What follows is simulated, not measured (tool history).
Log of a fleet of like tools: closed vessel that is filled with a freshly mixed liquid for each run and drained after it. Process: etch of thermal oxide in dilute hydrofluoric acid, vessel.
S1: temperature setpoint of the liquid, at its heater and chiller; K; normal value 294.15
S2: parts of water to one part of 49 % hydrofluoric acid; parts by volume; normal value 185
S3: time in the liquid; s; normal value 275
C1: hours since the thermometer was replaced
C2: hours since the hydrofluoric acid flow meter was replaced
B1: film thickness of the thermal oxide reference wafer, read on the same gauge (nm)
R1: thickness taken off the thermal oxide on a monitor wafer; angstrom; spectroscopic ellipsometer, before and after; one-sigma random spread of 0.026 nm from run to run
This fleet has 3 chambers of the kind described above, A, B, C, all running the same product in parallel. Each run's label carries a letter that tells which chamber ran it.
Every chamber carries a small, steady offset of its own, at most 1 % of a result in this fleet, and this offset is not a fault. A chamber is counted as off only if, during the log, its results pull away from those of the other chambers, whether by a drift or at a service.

Run 1C, hour 7.8: usual settings; C1 1161.7; C2 55.2; B1 140.03. Result: R1 57.959 angstrom.
Run 2A, hour 14.9: usual settings; C1 622.1; C2 410.8; B1 139.96. Result: R1 56.673 angstrom.
Run 3B, hour 21.3: usual settings; C1 842.1; C2 1561.2; B1 140.04. Result: R1 57.743 angstrom.
Run 4C, hour 30.4: usual settings; C1 1184.3; C2 77.8; B1 139.94. Result: R1 57.958 angstrom.
At hour 33.8: chamber A: thermometer replaced.
Run 5A, hour 36.5: usual settings; C1 2.8; C2 432.4; B1 139.97. Result: R1 57.059 angstrom.
Run 6B, hour 47.8: usual settings but S3 160 s; C1 868.6; C2 1587.7; B1 139.97. Result: R1 33.773 angstrom.
Run 7C, hour 55.9: usual settings but S3 160 s; C1 1209.8; C2 103.3; B1 140. Result: R1 33.597 angstrom.
Run 8B, hour 66.9: usual settings but S3 160 s; C1 887.7; C2 1606.8; B1 139.99. Result: R1 33.572 angstrom.
Run 9A, hour 74.4: usual settings; C1 40.7; C2 470.3; B1 140.03. Result: R1 57.06 angstrom.
Run 10A, hour 83.5: usual settings; C1 49.8; C2 479.4; B1 140.03. Result: R1 57.928 angstrom.
Run 11C, hour 92.7: usual settings; C1 1246.6; C2 140.1; B1 140.05. Result: R1 57.753 angstrom.
Run 12B, hour 101.3: usual settings; C1 922.1; C2 1641.2; B1 140.03. Result: R1 58.184 angstrom.
Run 13A, hour 110.7: usual settings; C1 77; C2 506.6; B1 139.96. Result: R1 56.892 angstrom.
Run 14B, hour 122.3: usual settings; C1 943.1; C2 1662.2; B1 140.05. Result: R1 58.332 angstrom.
Run 15C, hour 130.3: usual settings; C1 1284.2; C2 177.7; B1 140.05. Result: R1 58.199 angstrom.
Run 16A, hour 137.7: usual settings; C1 104; C2 533.6; B1 140.05. Result: R1 57.237 angstrom.
Run 17C, hour 145.1: usual settings; C1 1299; C2 192.5; B1 139.99. Result: R1 58.422 angstrom.
Run 18B, hour 154.4: usual settings; C1 975.2; C2 1694.3; B1 140.01. Result: R1 58.008 angstrom.
Run 19C, hour 164.5: usual settings; C1 1318.4; C2 211.9; B1 140.05. Result: R1 58.942 angstrom.
Run 20A, hour 172.9: usual settings; C1 139.2; C2 568.8; B1 140.06. Result: R1 57.63 angstrom.
Run 21B, hour 184.6: usual settings; C1 1005.4; C2 1724.5; B1 140.01. Result: R1 57.55 angstrom.
Run 22A, hour 190.3: usual settings; C1 156.6; C2 586.2; B1 139.98. Result: R1 56.973 angstrom.
Run 23C, hour 196.6: usual settings; C1 1350.5; C2 244; B1 140.02. Result: R1 58.72 angstrom.
Run 24B, hour 208.4: usual settings; C1 1029.2; C2 1748.3; B1 139.97. Result: R1 58.552 angstrom.
Run 25B, hour 220.1: usual settings; C1 1040.9; C2 1760; B1 139.99. Result: R1 57.61 angstrom.
Run 26C, hour 230.6: usual settings; C1 1384.5; C2 278; B1 139.99. Result: R1 59.372 angstrom.
Run 27A, hour 236.3: usual settings; C1 202.6; C2 632.2; B1 140.04. Result: R1 57.489 angstrom.
Run 28C, hour 241.7: usual settings; C1 1395.6; C2 289.1; B1 139.97. Result: R1 60.245 angstrom.
Run 29B, hour 247.5: usual settings but S1 291.15 K, S2 260 parts by volume; C1 1068.3; C2 1787.4; B1 139.97. Result: R1 34.621 angstrom.
Run 30A, hour 257.2: usual settings but S1 291.15 K, S2 260 parts by volume; C1 223.5; C2 653.1; B1 140.02. Result: R1 34.17 angstrom.

The same settings go to every chamber for the next run, one line per chamber below. Forecast the results for each:
Run 31A, hour 265.7: usual settings. Result: R1 ?.
Run 31B, hour 265.7: usual settings. Result: R1 ?.
Run 31C, hour 265.7: usual settings. Result: R1 ?.

run      R1
31A  57.951
31B  58.433
31C  60.576
